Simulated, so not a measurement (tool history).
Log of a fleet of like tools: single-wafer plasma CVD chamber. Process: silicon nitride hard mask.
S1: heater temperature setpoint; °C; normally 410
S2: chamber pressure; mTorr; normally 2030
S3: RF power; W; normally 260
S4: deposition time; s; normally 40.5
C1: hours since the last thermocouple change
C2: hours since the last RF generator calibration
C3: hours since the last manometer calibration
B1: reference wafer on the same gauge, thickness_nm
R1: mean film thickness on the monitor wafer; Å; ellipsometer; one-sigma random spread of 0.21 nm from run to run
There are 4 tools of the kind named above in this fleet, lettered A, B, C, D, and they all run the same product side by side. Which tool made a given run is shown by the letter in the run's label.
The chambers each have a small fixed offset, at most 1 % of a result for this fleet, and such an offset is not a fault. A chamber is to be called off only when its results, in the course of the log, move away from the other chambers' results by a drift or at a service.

run,day,S1,S2,S3,S4,C1,C2,C3,B1,R1
1A,0.496,410,2030,260,40.5,1485.7,1270.9,592.3,44.132,450.43
2B,0.846,410,2030,260,40.5,1712.4,1231.8,476.6,44.076,449.48
# day 0.946: chamber D: capacitance manometer re-zeroed and calibrated
3D,1.321,410,2030,260,40.5,550,414.5,9.1,44.1,447.29
4C,1.654,410,2030,260,40.5,1653.2,1836.9,104.1,44.121,448.92
5A,2.1,410,2200,260,40.5,1524.2,1309.4,630.8,44.074,455.04
6D,2.529,410,2200,260,40.5,579,443.5,38.1,44.091,455.68
7C,3.046,410,2200,260,40.5,1686.6,1870.3,137.5,44.108,458.99
8B,3.404,410,2200,260,40.5,1773.8,1293.2,538,44.037,460.29
9D,3.812,410,2030,260,48.2,609.8,474.3,68.9,44.072,536.18
10A,4.096,410,2030,260,48.2,1572.1,1357.3,678.7,44.07,531.73
11C,4.35,410,2030,260,48.2,1717.9,1901.6,168.8,44.09,539.89
12B,4.754,410,2030,260,48.2,1806.2,1325.6,570.4,44.115,540.28
# day 4.979: chamber B: thermocouple changed; heater temperature recalibrated
13C,5.083,410,2030,260,40.5,1735.5,1919.2,186.4,44.047,449.65
14B,5.496,410,2030,260,40.5,12.4,1343.4,588.2,44.149,451.09
15D,5.775,410,2030,260,40.5,656.9,521.4,116,44.153,448.66
16A,6.262,410,2030,260,40.5,1624.1,1409.3,730.7,44.083,447.41
# day 6.55: chamber A: RF generator calibrated
17B,6.742,415,2030,260,40.5,42.3,1373.3,618.1,44.107,450.85
18A,7.071,415,2030,260,40.5,1643.5,12.6,750.1,44.116,449.98
19C,7.55,415,2030,260,40.5,1794.7,1978.4,245.6,44.134,449.9
20D,8.079,415,2030,260,40.5,712.2,576.7,171.3,44.079,449.9
21A,8.546,410,2030,260,40.5,1678.9,48,785.5,44.1,448.35
22C,8.788,410,2030,260,40.5,1824.4,2008.1,275.3,44.133,452.15
23B,9.117,410,2030,260,40.5,99.3,1430.3,675.1,44.086,455.47
24D,9.362,410,2030,260,40.5,743,607.5,202.1,44.08,452.22
25C,9.879,410,2030,260,40.5,1850.6,2034.3,301.5,44.076,449.67
26D,10.317,410,2030,260,40.5,765.9,630.4,225,44.057,452.97
27B,10.688,410,2030,260,40.5,137,1468,712.8,44.104,449.26
28A,11.112,410,2030,260,44.3,1740.5,109.6,847.1,44.087,488.83
29B,11.604,410,2030,260,44.3,159,1490,734.8,44.122,494.66
30D,11.95,410,2030,260,44.3,805.1,669.6,264.2,44.098,489.1
31C,12.392,410,2030,260,44.3,1910.9,2094.6,361.8,44.082,490.56
32A,12.771,410,2030,260,40.5,1780.3,149.4,886.9,44.111,447.34
33A,13.05,410,2030,260,40.5,1787,156.1,893.6,44.117,448.49
34D,13.375,410,2030,260,40.5,839.3,703.8,298.4,44.092,447.26

Decide between three cases: one chamber stands off from its peers, the gauge reading all wafers drifts, or nothing is wrong past each chamber's small offset. Where a chamber is off, say which and what most likely put it there.

No chamber stands off beyond its own small offset, and the gauge holds steady.

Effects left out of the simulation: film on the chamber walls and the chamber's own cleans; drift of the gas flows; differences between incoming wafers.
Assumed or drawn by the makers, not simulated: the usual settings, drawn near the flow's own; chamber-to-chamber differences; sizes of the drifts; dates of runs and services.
